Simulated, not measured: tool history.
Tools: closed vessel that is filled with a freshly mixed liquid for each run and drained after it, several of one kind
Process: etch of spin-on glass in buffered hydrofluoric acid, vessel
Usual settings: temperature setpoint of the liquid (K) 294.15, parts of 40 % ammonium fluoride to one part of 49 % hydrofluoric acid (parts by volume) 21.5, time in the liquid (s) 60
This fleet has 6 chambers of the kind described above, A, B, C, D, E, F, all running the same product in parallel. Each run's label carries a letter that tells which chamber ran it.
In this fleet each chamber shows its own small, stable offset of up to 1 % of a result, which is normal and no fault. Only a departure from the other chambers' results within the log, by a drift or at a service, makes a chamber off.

run	hour	temperature setpoint of the liquid (K)	parts of 40 % ammonium fluoride to one part of 49 % hydrofluoric acid (parts by volume)	time in the liquid (s)	read-back film thickness of the spin-on glass reference wafer, read on the same gauge (nm)	thickness taken off the spin-on glass on a monitor wafer (Å)
1D	3.8	294.15	21.5	60	90.018	645.5
2A	6.9	294.15	21.5	60	89.976	643.91
3E	8.9	294.15	21.5	60	89.988	649.28
4B	11.8	294.15	21.5	60	90.019	649.77
5C	14	294.15	21.5	60	90.002	645.68
6F	18.1	294.15	21.5	60	89.953	642.95
7D	20.6	294.15	21.5	60	90.004	646.62
8B	23.7	294.15	21.5	60	90.015	661.05
9E	26.2	294.15	21.5	60	89.994	642.84
10C	29.2	294.15	21.5	60	90.019	638.6
11F	32.8	294.15	21.5	60	89.999	637.48
12A	34.8	294.15	21.5	60	89.989	653.43
13C	38.6	294.15	21.5	60	89.973	645.64
14B	42.4	294.15	21.5	60	89.975	653.62
15E	46.1	294.15	21.5	60	90.032	656.56
16D	48.7	294.15	21.5	60	89.965	654.38
17A	52.1	294.15	21.5	60	90.003	646.33
18F	55.4	294.15	21.5	60	89.97	643.5
19A	59.2	294.15	21.5	60	89.999	642.74
20C	61.2	294.15	15.5	90	89.97	1296.5
21B	65.4	294.15	15.5	90	90	1359.1
22D	68.2	294.15	15.5	90	90.001	1311.4
23F	70.4	294.15	15.5	90	90.019	1337.6
24E	74.2	294.15	15.5	90	90.012	1326.5
25A	76.4	294.15	15.5	90	90.026	1293.8
26B	80.3	294.15	21.5	60	89.986	660.35
27C	83	294.15	21.5	60	89.988	646.3
28E	84.8	294.15	21.5	60	90.002	639.11
29F	87.2	294.15	21.5	60	90.002	654.03
30D	89.8	294.15	21.5	60	89.993	646.83
31C	92.4	294.15	15	90	89.996	1334.2
32B	95	294.15	15	90	89.976	1412
33F	96.9	294.15	15	90	89.997	1347.4
34D	99.2	294.15	15	90	90.026	1385.2
35E	103.3	294.15	15	90	90.012	1352.3
36A	106.7	294.15	15	90	90.009	1341.5
37C	108.7	294.15	21.5	60	89.991	641.31
38D	110.7	294.15	21.5	60	89.993	658.37
39B	113	294.15	21.5	60	90.005	690.31
40F	114.8	294.15	21.5	60	89.995	657.74
41A	118.7	294.15	21.5	60	90.022	647.01
42E	121.7	294.15	21.5	60	89.986	647.77
43F	124.6	294.15	21.5	60	89.975	647.44

Next, every chamber runs the same settings. What will each give?
44A	127.6	296.15	21.5	60		?
44B	127.6	296.15	21.5	60		?
44C	127.6	296.15	21.5	60		?
44D	127.6	296.15	21.5	60		?
44E	127.6	296.15	21.5	60		?
44F	127.6	296.15	21.5	60		?

run	thickness taken off the spin-on glass on a monitor wafer (Å)
44A	720.65
44B	772.52
44C	711.19
44D	727.33
44E	717.48
44F	722.84

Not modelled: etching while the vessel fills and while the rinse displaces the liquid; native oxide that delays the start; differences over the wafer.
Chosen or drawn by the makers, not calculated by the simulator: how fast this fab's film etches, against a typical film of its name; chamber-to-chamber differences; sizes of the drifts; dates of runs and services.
